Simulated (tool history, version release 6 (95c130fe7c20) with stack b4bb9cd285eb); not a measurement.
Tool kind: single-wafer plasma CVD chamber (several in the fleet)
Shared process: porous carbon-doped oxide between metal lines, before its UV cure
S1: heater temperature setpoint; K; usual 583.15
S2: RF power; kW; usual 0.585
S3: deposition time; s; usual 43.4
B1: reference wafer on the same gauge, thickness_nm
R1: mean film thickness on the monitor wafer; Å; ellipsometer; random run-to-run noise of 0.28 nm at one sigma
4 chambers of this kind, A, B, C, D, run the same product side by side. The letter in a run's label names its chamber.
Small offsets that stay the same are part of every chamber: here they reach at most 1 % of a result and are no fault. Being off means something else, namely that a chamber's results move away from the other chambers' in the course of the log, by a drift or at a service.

run 1D day=0.425 | S1=583.15 S2=0.585 S3=43.4 | B1=245.89 | R1=2427.2
run 2C day=0.779 | S1=583.15 S2=0.585 S3=43.4 | B1=245.88 | R1=2434.9
run 3B day=1.038 | S1=583.15 S2=0.585 S3=43.4 | B1=245.88 | R1=2444.5
run 4A day=1.550 | S1=583.15 S2=0.585 S3=43.4 | B1=245.91 | R1=2437.8
run 5B day=2.062 | S1=583.15 S2=0.585 S3=43.4 | B1=245.86 | R1=2452.4
run 6D day=2.588 | S1=583.15 S2=0.585 S3=43.4 | B1=245.88 | R1=2422.0
run 7C day=2.825 | S1=583.15 S2=0.680 S3=43.4 | B1=245.81 | R1=2680.4
run 8A day=3.229 | S1=583.15 S2=0.680 S3=43.4 | B1=245.67 | R1=2692.2
run 9C day=3.733 | S1=583.15 S2=0.680 S3=43.4 | B1=245.61 | R1=2680.6
run 10B day=4.154 | S1=583.15 S2=0.680 S3=43.4 | B1=245.65 | R1=2700.6
run 11D day=4.583 | S1=583.15 S2=0.585 S3=43.4 | B1=245.56 | R1=2420.3
run 12A day=4.854 | S1=583.15 S2=0.585 S3=43.4 | B1=245.52 | R1=2436.7
run 13D day=5.258 | S1=583.15 S2=0.585 S3=43.4 | B1=245.49 | R1=2415.5
run 14A day=5.750 | S1=583.15 S2=0.585 S3=43.4 | B1=245.37 | R1=2438.3
run 15B day=6.200 | S1=583.15 S2=0.585 S3=36.9 | B1=245.40 | R1=2088.3
run 16C day=6.483 | S1=583.15 S2=0.585 S3=36.9 | B1=245.43 | R1=2077.8
run 17C day=6.892 | S1=583.15 S2=0.585 S3=36.9 | B1=245.33 | R1=2074.4
run 18D day=7.238 | S1=583.15 S2=0.585 S3=36.9 | B1=245.34 | R1=2062.6
run 19A day=7.554 | S1=583.15 S2=0.585 S3=43.4 | B1=245.30 | R1=2433.6
run 20B day=8.096 | S1=583.15 S2=0.585 S3=43.4 | B1=245.23 | R1=2440.0
run 21C day=8.375 | S1=583.15 S2=0.585 S3=43.4 | B1=245.18 | R1=2429.9
run 22B day=8.783 | S1=583.15 S2=0.585 S3=43.4 | B1=245.18 | R1=2446.7
run 23A day=9.104 | S1=583.15 S2=0.585 S3=43.4 | B1=245.20 | R1=2436.3
run 24D day=9.588 | S1=583.15 S2=0.585 S3=43.4 | B1=245.13 | R1=2414.8
run 25C day=9.996 | S1=571.15 S2=0.585 S3=39.9 | B1=245.10 | R1=2391.8
run 26A day=10.538 | S1=571.15 S2=0.585 S3=39.9 | B1=245.05 | R1=2400.0
run 27B day=10.842 | S1=571.15 S2=0.585 S3=39.9 | B1=245.01 | R1=2400.6
run 28D day=11.167 | S1=571.15 S2=0.585 S3=39.9 | B1=245.03 | R1=2384.0
run 29D day=11.408 | S1=583.15 S2=0.585 S3=43.4 | B1=244.92 | R1=2417.0
run 30B day=11.942 | S1=583.15 S2=0.585 S3=43.4 | B1=244.95 | R1=2442.5
run 31A day=12.354 | S1=583.15 S2=0.585 S3=43.4 | B1=244.76 | R1=2432.4

One chamber off, gauge drift, or nothing amiss beyond the chambers' own small offsets? If it is a chamber, which one, and what is the likeliest cause?

The gauge drifts, so all chambers seem to drift together. No chamber is off.
Most likely cause: gauge reads low (%) = 0.477.
